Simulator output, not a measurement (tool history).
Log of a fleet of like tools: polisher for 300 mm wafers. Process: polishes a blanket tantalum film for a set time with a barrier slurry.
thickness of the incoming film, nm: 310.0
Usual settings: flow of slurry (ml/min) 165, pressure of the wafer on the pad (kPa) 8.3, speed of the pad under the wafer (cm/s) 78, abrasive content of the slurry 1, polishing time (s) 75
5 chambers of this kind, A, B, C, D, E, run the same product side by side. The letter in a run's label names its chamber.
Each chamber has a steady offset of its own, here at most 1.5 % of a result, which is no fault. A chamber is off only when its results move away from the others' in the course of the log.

| run | hour | flow of slurry (ml/min) | pressure of the wafer on the pad (kPa) | speed of the pad under the wafer (cm/s) | abrasive content of the slurry | polishing time (s) | film removed (Å) |
|---|---|---|---|---|---|---|---|
| 1A | 4.6 | 165 | 8.3 | 78 | 1 | 75 | 505.62 |
| 2D | 8.4 | 165 | 8.3 | 78 | 1 | 75 | 502.28 |
| 3B | 11.8 | 165 | 8.3 | 78 | 1 | 75 | 499.35 |
| 4E | 16.3 | 165 | 8.3 | 78 | 1 | 75 | 507.43 |
| 5C | 18.4 | 165 | 8.3 | 78 | 1 | 75 | 502.09 |
|  | 20.9 | chamber E: head pressure recalibrated |
| 6B | 22 | 165 | 8.3 | 78 | 1 | 75 | 511.87 |
| 7A | 24.4 | 165 | 8.3 | 78 | 1 | 75 | 497.23 |
|  | 24.9 | chamber B: slurry blender recalibrated |
|  | 27.9 | chamber B: worn pad replaced by a new one |
| 8C | 28.3 | 165 | 8.3 | 78 | 1 | 75 | 508.72 |
| 9E | 30.5 | 165 | 8.3 | 78 | 1 | 75 | 510.88 |
|  | 33.8 | chamber A: slurry blender recalibrated |
| 10D | 35.2 | 165 | 8.3 | 78 | 1 | 75 | 510.99 |
|  | 36.6 | chamber B: slurry nozzle cleaned |
| 11C | 37.7 | 165 | 8.3 | 78 | 1 | 75 | 510.35 |
| 12D | 40.8 | 165 | 8.3 | 78 | 1 | 75 | 509.33 |
| 13B | 43.4 | 165 | 8.3 | 78 | 1 | 75 | 508.86 |
| 14A | 46.4 | 165 | 8.3 | 78 | 1 | 75 | 502.31 |
| 15E | 50.6 | 165 | 8.3 | 78 | 1 | 75 | 508.36 |
| 16C | 52.8 | 165 | 8.3 | 78 | 1 | 75 | 508.63 |
| 17E | 55.5 | 165 | 8.3 | 78 | 1 | 75 | 514.61 |
| 18A | 60 | 165 | 8.3 | 78 | 1 | 75 | 520.14 |
| 19D | 62.3 | 165 | 8.3 | 78 | 1 | 75 | 507.96 |
|  | 64.6 | chamber D: slurry blender recalibrated |
|  | 65.8 | chamber E: worn pad replaced by a new one |
| 20B | 67.1 | 165 | 8.3 | 78 | 1 | 75 | 499.35 |
|  | 69.2 | chamber A: worn pad replaced by a new one |
| 21A | 69.3 | 165 | 8.3 | 78 | 1 | 75 | 503.71 |
| 22C | 72.3 | 165 | 8.3 | 78 | 1 | 75 | 501.28 |
| 23E | 75.1 | 165 | 8.3 | 78 | 1 | 75 | 516.26 |
| 24B | 77.7 | 165 | 8.3 | 78 | 1 | 75 | 499.77 |
| 25D | 82.2 | 165 | 8.3 | 78 | 1 | 75 | 508.85 |
| 26B | 85.6 | 165 | 10.3 | 78 | 1 | 59 | 494.42 |
| 27C | 89.4 | 165 | 10.3 | 78 | 1 | 59 | 494.59 |
| 28A | 93.4 | 165 | 10.3 | 78 | 1 | 59 | 500.77 |
| 29D | 95.5 | 165 | 10.3 | 78 | 1 | 59 | 496.05 |
|  | 96.6 | chamber D: worn pad replaced by a new one |
| 30E | 97.9 | 165 | 10.3 | 78 | 1 | 59 | 494.17 |
| 31B | 101.7 | 165 | 8.3 | 78 | 1 | 75 | 500.25 |
| 32C | 106.3 | 165 | 8.3 | 78 | 1 | 75 | 498.66 |
| 33E | 110.8 | 145 | 8.3 | 56 | 1 | 75 | 355.77 |
| 34A | 114.9 | 145 | 8.3 | 56 | 1 | 75 | 357.81 |
| 35D | 117.6 | 145 | 8.3 | 56 | 1 | 75 | 352.79 |

Is one chamber off against the others, does the gauge drift, or is nothing wrong? If a chamber is off, say which, and what the likeliest cause is.

No chamber stands off beyond its own small offset, and the gauge holds steady.
